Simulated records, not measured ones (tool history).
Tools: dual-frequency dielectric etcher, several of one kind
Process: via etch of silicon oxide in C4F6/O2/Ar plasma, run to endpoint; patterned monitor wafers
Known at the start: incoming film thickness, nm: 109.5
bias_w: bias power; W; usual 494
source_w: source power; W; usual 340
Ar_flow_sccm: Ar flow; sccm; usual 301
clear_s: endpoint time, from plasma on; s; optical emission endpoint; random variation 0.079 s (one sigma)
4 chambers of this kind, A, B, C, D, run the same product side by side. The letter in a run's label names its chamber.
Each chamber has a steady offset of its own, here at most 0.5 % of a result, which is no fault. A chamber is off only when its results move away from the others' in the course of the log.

run,hour,bias_w,source_w,Ar_flow_sccm,clear_s
1A,7.6,494,340,301,25.746
2D,18.7,494,340,301,25.600
3B,30.6,494,340,301,25.849
4C,42.6,494,340,301,25.578
5D,53.5,494,340,301,25.644
6B,63.3,494,340,301,25.739
7A,74.1,494,340,301,25.630
8C,85.4,494,340,301,25.690
9D,95.3,494,340,301,25.575
10A,107.6,494,340,301,25.637
11B,118.9,494,340,301,25.783
# hour 119.8: chamber A: wet clean of the chamber
12C,130.2,494,340,275,25.416
13D,140.8,494,340,275,25.246
14A,150.7,494,340,275,25.443
15B,162.2,494,340,275,25.572
16C,174.3,494,340,301,25.674
17D,184.4,494,340,301,25.719
# hour 186.5: chamber C: wet clean of the chamber
18A,194.1,494,340,301,25.568
19B,207.7,403,400,301,26.198
20C,213.8,403,400,301,26.009
21D,225.1,403,400,301,26.003
22C,232.3,403,400,301,26.076
23B,244.0,494,340,301,25.903
24A,252.5,494,340,301,25.660
25A,260.0,494,340,301,25.702
26B,268.4,494,340,301,25.983
27C,280.6,494,390,351,24.893
# hour 286.7: chamber D: source power generator calibrated
28D,287.9,494,390,351,24.762
29D,295.3,494,390,351,24.739
30B,307.3,494,390,351,25.017
# hour 316.6: chamber A: bias power generator calibrated
31A,317.1,494,340,301,25.747
32C,323.5,494,340,301,25.768
33A,334.6,494,310,230,25.618
34C,343.0,494,310,230,25.796
# hour 348.2: chamber B: wet clean of the chamber
35D,351.9,494,310,230,25.789
36B,359.7,494,310,230,25.833
37A,366.7,494,340,301,25.772
38D,375.2,494,340,301,25.699

Is one chamber off against the others, does the gauge drift, or is nothing wrong? If a chamber is off, say which, and what the likeliest cause is.

No chamber stands off beyond its own small offset, and the gauge holds steady.
